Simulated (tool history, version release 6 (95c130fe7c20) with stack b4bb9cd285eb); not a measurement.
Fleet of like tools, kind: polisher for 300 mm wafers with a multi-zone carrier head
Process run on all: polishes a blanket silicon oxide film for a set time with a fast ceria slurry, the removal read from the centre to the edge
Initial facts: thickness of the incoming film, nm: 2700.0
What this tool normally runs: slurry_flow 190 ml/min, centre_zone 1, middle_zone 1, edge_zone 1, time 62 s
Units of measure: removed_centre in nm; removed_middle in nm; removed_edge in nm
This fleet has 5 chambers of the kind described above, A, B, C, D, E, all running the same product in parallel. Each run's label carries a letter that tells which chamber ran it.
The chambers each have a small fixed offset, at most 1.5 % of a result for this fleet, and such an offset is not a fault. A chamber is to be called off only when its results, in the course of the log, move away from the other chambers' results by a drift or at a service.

-- day=0.054 chamber E: worn pad replaced by a new one
run 1C day=0.317 | slurry_flow=190 centre_zone=1 middle_zone=1 edge_zone=1 time=62 | removed_centre=470.14 removed_middle=467.79 removed_edge=473.84
run 2A day=0.771 | slurry_flow=190 centre_zone=1 middle_zone=1 edge_zone=1 time=62 | removed_centre=460.55 removed_middle=461.31 removed_edge=463.98
run 3B day=1.392 | slurry_flow=190 centre_zone=1 middle_zone=1 edge_zone=1 time=62 | removed_centre=464.95 removed_middle=465.16 removed_edge=460.61
run 4E day=1.929 | slurry_flow=190 centre_zone=1 middle_zone=1 edge_zone=1 time=62 | removed_centre=462.59 removed_middle=463.52 removed_edge=463.24
run 5D day=2.567 | slurry_flow=190 centre_zone=1 middle_zone=1 edge_zone=1 time=62 | removed_centre=458.69 removed_middle=457.84 removed_edge=465.03
run 6E day=3.138 | slurry_flow=190 centre_zone=1 middle_zone=1 edge_zone=1 time=62 | removed_centre=464.1 removed_middle=463.27 removed_edge=464.39
-- day=3.154 chamber B: worn pad replaced by a new one
run 7D day=3.442 | slurry_flow=190 centre_zone=1 middle_zone=1 edge_zone=1 time=62 | removed_centre=463.06 removed_middle=462.74 removed_edge=458.53
-- day=3.571 chamber A: worn pad replaced by a new one
run 8C day=3.896 | slurry_flow=190 centre_zone=1 middle_zone=1 edge_zone=1 time=62 | removed_centre=464.56 removed_middle=464.86 removed_edge=471.67
run 9B day=4.196 | slurry_flow=190 centre_zone=1 middle_zone=1 edge_zone=1 time=62 | removed_centre=465.8 removed_middle=458.6 removed_edge=463.05
run 10A day=4.662 | slurry_flow=230 centre_zone=1.07 middle_zone=1 edge_zone=1 time=62 | removed_centre=508.26 removed_middle=479.51 removed_edge=468.65
-- day=4.838 chamber E: worn pad replaced by a new one
run 11A day=5.088 | slurry_flow=230 centre_zone=1.07 middle_zone=1 edge_zone=1 time=62 | removed_centre=516.53 removed_middle=476.36 removed_edge=478.66
-- day=5.183 chamber D: worn pad replaced by a new one
run 12B day=5.754 | slurry_flow=230 centre_zone=1.07 middle_zone=1 edge_zone=1 time=62 | removed_centre=502.73 removed_middle=483.42 removed_edge=472.67
-- day=5.988 chamber C: slurry nozzle cleaned
run 13E day=6.371 | slurry_flow=230 centre_zone=1.07 middle_zone=1 edge_zone=1 time=62 | removed_centre=517.34 removed_middle=468.57 removed_edge=475.32
-- day=6.75 chamber B: worn pad replaced by a new one
run 14D day=6.983 | slurry_flow=230 centre_zone=1.07 middle_zone=1 edge_zone=1 time=62 | removed_centre=516.96 removed_middle=473.75 removed_edge=479.64
-- day=7.058 chamber C: worn pad replaced by a new one
run 15C day=7.488 | slurry_flow=190 centre_zone=1 middle_zone=1 edge_zone=1 time=62 | removed_centre=472.18 removed_middle=470.49 removed_edge=466.04
run 16A day=7.846 | slurry_flow=190 centre_zone=1 middle_zone=1 edge_zone=1 time=62 | removed_centre=469.67 removed_middle=459.31 removed_edge=475.27
run 17C day=8.408 | slurry_flow=190 centre_zone=1 middle_zone=1 edge_zone=1 time=62 | removed_centre=471.44 removed_middle=469.15 removed_edge=469.78
run 18D day=8.833 | slurry_flow=190 centre_zone=1 middle_zone=1 edge_zone=1 time=62 | removed_centre=466.48 removed_middle=460.79 removed_edge=456.01
-- day=9.133 chamber D: slurry nozzle cleaned
-- day=9.133 chamber A: worn pad replaced by a new one
run 19E day=9.404 | slurry_flow=190 centre_zone=1 middle_zone=1 edge_zone=1 time=62 | removed_centre=461.15 removed_middle=454.44 removed_edge=471.67
-- day=9.496 chamber E: worn pad replaced by a new one
run 20B day=9.746 | slurry_flow=190 centre_zone=1 middle_zone=1 edge_zone=1 time=62 | removed_centre=466.43 removed_middle=472.63 removed_edge=459.22
-- day=10.142 chamber B: worn pad replaced by a new one
run 21D day=10.346 | slurry_flow=190 centre_zone=1 middle_zone=1 edge_zone=1 time=62 | removed_centre=454.16 removed_middle=456.55 removed_edge=462.46
-- day=10.429 chamber B: slurry nozzle cleaned
run 22E day=11.008 | slurry_flow=190 centre_zone=1 middle_zone=1 edge_zone=0.93 time=75 | removed_centre=561.87 removed_middle=551.78 removed_edge=544.76
-- day=11.025 chamber D: centre zone pressure recalibrated
run 23A day=11.338 | slurry_flow=190 centre_zone=1 middle_zone=1 edge_zone=0.93 time=75 | removed_centre=564.09 removed_middle=563.17 removed_edge=539.99
run 24C day=12.012 | slurry_flow=190 centre_zone=1 middle_zone=1 edge_zone=0.93 time=75 | removed_centre=565.04 removed_middle=569.99 removed_edge=537.13
-- day=12.421 chamber D: worn pad replaced by a new one
run 25B day=12.512 | slurry_flow=190 centre_zone=1 middle_zone=1 edge_zone=0.93 time=75 | removed_centre=567.36 removed_middle=556.41 removed_edge=539.63
-- day=12.833 chamber B: centre zone pressure recalibrated
run 26B day=13.167 | slurry_flow=190 centre_zone=1 middle_zone=1 edge_zone=0.93 time=75 | removed_centre=557.86 removed_middle=558.58 removed_edge=540.3
-- day=13.471 chamber B: worn pad replaced by a new one
run 27E day=13.508 | slurry_flow=190 centre_zone=1 middle_zone=1 edge_zone=1 time=62 | removed_centre=462.94 removed_middle=452.7 removed_edge=466.22
-- day=13.771 chamber A: worn pad replaced by a new one
run 28A day=13.833 | slurry_flow=190 centre_zone=1 middle_zone=1 edge_zone=1 time=62 | removed_centre=465.86 removed_middle=467.49 removed_edge=469.53
run 29C day=14.408 | slurry_flow=190 centre_zone=1 middle_zone=1 edge_zone=1 time=62 | removed_centre=473.56 removed_middle=467.88 removed_edge=463.52
run 30D day=15 | slurry_flow=190 centre_zone=1 middle_zone=1 edge_zone=1 time=62 | removed_centre=459.53 removed_middle=467.9 removed_edge=461.93
-- day=15.612 chamber E: worn pad replaced by a new one
run 31D day=15.625 | slurry_flow=190 centre_zone=1 middle_zone=1 edge_zone=1 time=62 | removed_centre=465.81 removed_middle=460.47 removed_edge=461.88
run 32B day=16.312 | slurry_flow=190 centre_zone=1 middle_zone=1 edge_zone=1 time=62 | removed_centre=466.15 removed_middle=461.88 removed_edge=460.29
run 33A day=16.783 | slurry_flow=190 centre_zone=1 middle_zone=1 edge_zone=1 time=62 | removed_centre=457.79 removed_middle=471.09 removed_edge=464.85
run 34E day=17.458 | slurry_flow=190 centre_zone=1 middle_zone=1 edge_zone=1 time=62 | removed_centre=473.32 removed_middle=463.24 removed_edge=474.19

Does one chamber stand apart from the rest, does the shared gauge drift, or is all well apart from small per-chamber offsets? Give the chamber and the most likely cause, where there is one.

Beyond each chamber's small constant offset nothing stands out, and the gauge stays steady.
